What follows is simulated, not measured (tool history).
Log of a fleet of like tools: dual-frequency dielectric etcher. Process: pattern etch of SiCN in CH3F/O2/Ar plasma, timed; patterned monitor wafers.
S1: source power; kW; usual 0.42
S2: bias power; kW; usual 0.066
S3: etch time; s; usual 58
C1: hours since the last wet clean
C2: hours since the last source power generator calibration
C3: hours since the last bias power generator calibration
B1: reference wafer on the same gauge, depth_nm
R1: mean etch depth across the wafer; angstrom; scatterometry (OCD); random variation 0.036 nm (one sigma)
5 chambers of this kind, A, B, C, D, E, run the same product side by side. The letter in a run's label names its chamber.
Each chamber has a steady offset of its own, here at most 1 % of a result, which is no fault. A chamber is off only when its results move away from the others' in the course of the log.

run,hour,S1,S2,S3,C1,C2,C3,B1,R1
1B,12.2,0.42,0.066,58,141.2,1758.1,579.6,18.394,213.68
2D,25.2,0.42,0.066,58,44.5,1126.2,695.4,18.395,216
3E,32.7,0.42,0.066,58,209.3,957.3,2444.3,18.393,216
4C,43.8,0.42,0.066,58,114.2,1671.1,265.1,18.388,215.27
5A,56.3,0.42,0.066,58,371,2703.6,1245.8,18.384,215.79
6E,64.1,0.42,0.066,58,240.7,988.7,2475.7,18.38,215.1
7B,72.9,0.42,0.055,58,201.9,1818.8,640.3,18.372,200.48
8D,85.8,0.42,0.055,58,105.1,1186.8,756,18.378,202.8
9C,93.1,0.42,0.055,58,163.5,1720.4,314.4,18.371,202.38
10A,100.7,0.42,0.055,58,415.4,2748,1290.2,18.362,202.63
11A,109.5,0.42,0.055,58,424.2,2756.8,1299,18.359,202.88
12B,117.4,0.42,0.066,58,246.4,1863.3,684.8,18.357,213.8
13D,126,0.42,0.066,58,145.3,1227,796.2,18.347,216.35
14E,135.7,0.42,0.081,58,312.3,1060.3,2547.3,18.356,231.87
15C,142,0.42,0.081,58,212.4,1769.3,363.3,18.352,230.49
16B,151.5,0.42,0.081,58,280.5,1897.4,718.9,18.358,230.67
# hour 154.1: chamber A: wet clean of the chamber
17C,160,0.42,0.081,58,230.4,1787.3,381.3,18.352,231.46
18E,173.9,0.42,0.081,58,350.5,1098.5,2585.5,18.351,231.46
19D,183.8,0.42,0.066,58,203.1,1284.8,854,18.337,215.31
20A,197.4,0.42,0.077,41.5,43.4,2844.7,1386.9,18.339,162.42
21D,205.4,0.42,0.077,41.5,224.7,1306.4,875.6,18.331,162.11
22E,215.3,0.42,0.077,41.5,391.9,1139.9,2626.9,18.332,162.31
23C,222.3,0.42,0.077,41.5,292.7,1849.6,443.6,18.333,162.59
24A,231.2,0.42,0.077,41.5,77.2,2878.5,1420.7,18.32,162.48
# hour 237.5: chamber E: wet clean of the chamber
25B,244.9,0.45,0.066,68,373.9,1990.8,812.3,18.325,256.08
26B,257.7,0.45,0.066,68,386.7,2003.6,825.1,18.313,256.18
27E,269.2,0.45,0.066,68,31.8,1193.8,2680.8,18.324,258.26
28A,280.7,0.45,0.066,68,126.7,2928,1470.2,18.302,258.24
29C,290.4,0.45,0.066,68,360.8,1917.7,511.7,18.316,257.52
30D,302.2,0.42,0.066,70,321.5,1403.2,972.4,18.299,259.56
31D,309.4,0.42,0.066,70,328.7,1410.4,979.6,18.297,260.13
32C,318.5,0.42,0.066,70,388.9,1945.8,539.8,18.302,258.61
33B,330.8,0.42,0.066,70,459.8,2076.7,898.2,18.292,256.45
34A,343.7,0.42,0.066,70,189.7,2991,1533.2,18.288,259.13
35E,356.2,0.42,0.066,58,118.8,1280.8,2767.8,18.289,213.67
36E,362.3,0.42,0.066,58,124.9,1286.9,2773.9,18.28,213.96
37B,369.2,0.42,0.066,58,498.2,2115.1,936.6,18.278,212.67
38A,382.4,0.42,0.066,72,228.4,3029.7,1571.9,18.28,266.51

Next, every chamber runs the same settings. What will each give?
39A,392.5,0.42,0.066,58,,,,,?
39B,392.5,0.42,0.066,58,,,,,?
39C,392.5,0.42,0.066,58,,,,,?
39D,392.5,0.42,0.066,58,,,,,?
39E,392.5,0.42,0.066,58,,,,,?

run,R1
39A,214.13
39B,212.67
39C,213.53
39D,215.12
39E,214.61
